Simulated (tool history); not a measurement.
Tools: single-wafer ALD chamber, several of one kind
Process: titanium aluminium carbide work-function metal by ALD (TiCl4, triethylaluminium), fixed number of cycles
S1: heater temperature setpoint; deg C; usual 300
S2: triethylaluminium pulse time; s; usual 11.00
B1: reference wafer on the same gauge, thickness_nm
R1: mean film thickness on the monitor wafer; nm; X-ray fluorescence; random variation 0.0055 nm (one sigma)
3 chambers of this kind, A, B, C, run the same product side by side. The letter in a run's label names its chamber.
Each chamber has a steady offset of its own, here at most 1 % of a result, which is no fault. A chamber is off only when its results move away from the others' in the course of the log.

run 1C hour=8.5 | S1=300 S2=11.00 | B1=2.1503 | R1=2.0369
run 2B hour=13.3 | S1=300 S2=11.00 | B1=2.1519 | R1=2.0305
run 3A hour=18.4 | S1=300 S2=11.00 | B1=2.1510 | R1=2.0284
run 4C hour=25.2 | S1=300 S2=11.00 | B1=2.1498 | R1=2.0302
run 5B hour=32.5 | S1=300 S2=11.00 | B1=2.1504 | R1=2.0320
run 6A hour=38.4 | S1=300 S2=11.00 | B1=2.1493 | R1=2.0264
run 7B hour=43.0 | S1=300 S2=11.00 | B1=2.1499 | R1=2.0338
run 8C hour=49.9 | S1=300 S2=11.00 | B1=2.1503 | R1=2.0257
run 9A hour=59.2 | S1=300 S2=11.00 | B1=2.1502 | R1=2.0221
run 10B hour=65.3 | S1=300 S2=11.00 | B1=2.1504 | R1=2.0362
run 11C hour=72.9 | S1=300 S2=11.00 | B1=2.1510 | R1=2.0279
run 12A hour=82.1 | S1=300 S2=11.00 | B1=2.1491 | R1=2.0197
run 13A hour=86.8 | S1=300 S2=11.00 | B1=2.1490 | R1=2.0221
run 14B hour=91.5 | S1=300 S2=11.00 | B1=2.1519 | R1=2.0357
run 15C hour=100.8 | S1=308 S2=14.79 | B1=2.1496 | R1=2.1341
run 16C hour=107.7 | S1=308 S2=14.79 | B1=2.1497 | R1=2.1409
run 17A hour=113.0 | S1=308 S2=14.79 | B1=2.1496 | R1=2.1226
run 18B hour=117.7 | S1=300 S2=11.00 | B1=2.1488 | R1=2.0315
run 19B hour=126.3 | S1=300 S2=15.28 | B1=2.1492 | R1=2.0680
run 20A hour=131.2 | S1=300 S2=15.28 | B1=2.1487 | R1=2.0568
-- hour=133.0 chamber A: triethylaluminium bottle replaced
run 21C hour=139.0 | S1=300 S2=15.28 | B1=2.1492 | R1=2.0754
-- hour=146.7 chamber B: thermocouple changed; heater temperature recalibrated
run 22C hour=148.3 | S1=300 S2=11.00 | B1=2.1508 | R1=2.0323
run 23A hour=153.6 | S1=300 S2=11.00 | B1=2.1502 | R1=2.0211
run 24B hour=161.2 | S1=300 S2=11.00 | B1=2.1500 | R1=1.9932
run 25C hour=169.1 | S1=300 S2=11.00 | B1=2.1494 | R1=2.0367
run 26A hour=173.4 | S1=300 S2=11.00 | B1=2.1497 | R1=2.0264
run 27B hour=177.9 | S1=300 S2=11.00 | B1=2.1517 | R1=1.9944
run 28B hour=185.7 | S1=300 S2=11.00 | B1=2.1501 | R1=1.9944
run 29C hour=191.7 | S1=300 S2=11.00 | B1=2.1493 | R1=2.0323
run 30A hour=198.4 | S1=307 S2=11.00 | B1=2.1498 | R1=2.0716
run 31C hour=204.0 | S1=307 S2=11.00 | B1=2.1500 | R1=2.0923
run 32B hour=212.3 | S1=307 S2=11.00 | B1=2.1509 | R1=2.0450
run 33A hour=217.8 | S1=300 S2=11.00 | B1=2.1504 | R1=2.0189
run 34C hour=223.0 | S1=300 S2=11.00 | B1=2.1502 | R1=2.0322
run 35A hour=227.3 | S1=300 S2=11.00 | B1=2.1490 | R1=2.0205
run 36B hour=232.6 | S1=300 S2=11.00 | B1=2.1504 | R1=1.9862
run 37A hour=237.1 | S1=311 S2=14.99 | B1=2.1508 | R1=2.1578
run 38B hour=244.6 | S1=311 S2=14.99 | B1=2.1483 | R1=2.1302
run 39C hour=251.6 | S1=311 S2=14.99 | B1=2.1493 | R1=2.1679
run 40B hour=258.5 | S1=300 S2=11.00 | B1=2.1495 | R1=1.9859
run 41A hour=265.0 | S1=300 S2=11.00 | B1=2.1493 | R1=2.0230
run 42C hour=273.0 | S1=291 S2=7.05 | B1=2.1489 | R1=1.8271
run 43A hour=280.5 | S1=291 S2=7.05 | B1=2.1515 | R1=1.8246

Next, every chamber runs the same settings. What will each give?
run 44A hour=287.4 | S1=300 S2=11.00 | R1=?
run 44B hour=287.4 | S1=300 S2=11.00 | R1=?
run 44C hour=287.4 | S1=300 S2=11.00 | R1=?

run=44A R1=2.0190
run=44B R1=2.0006
run=44C R1=2.0265
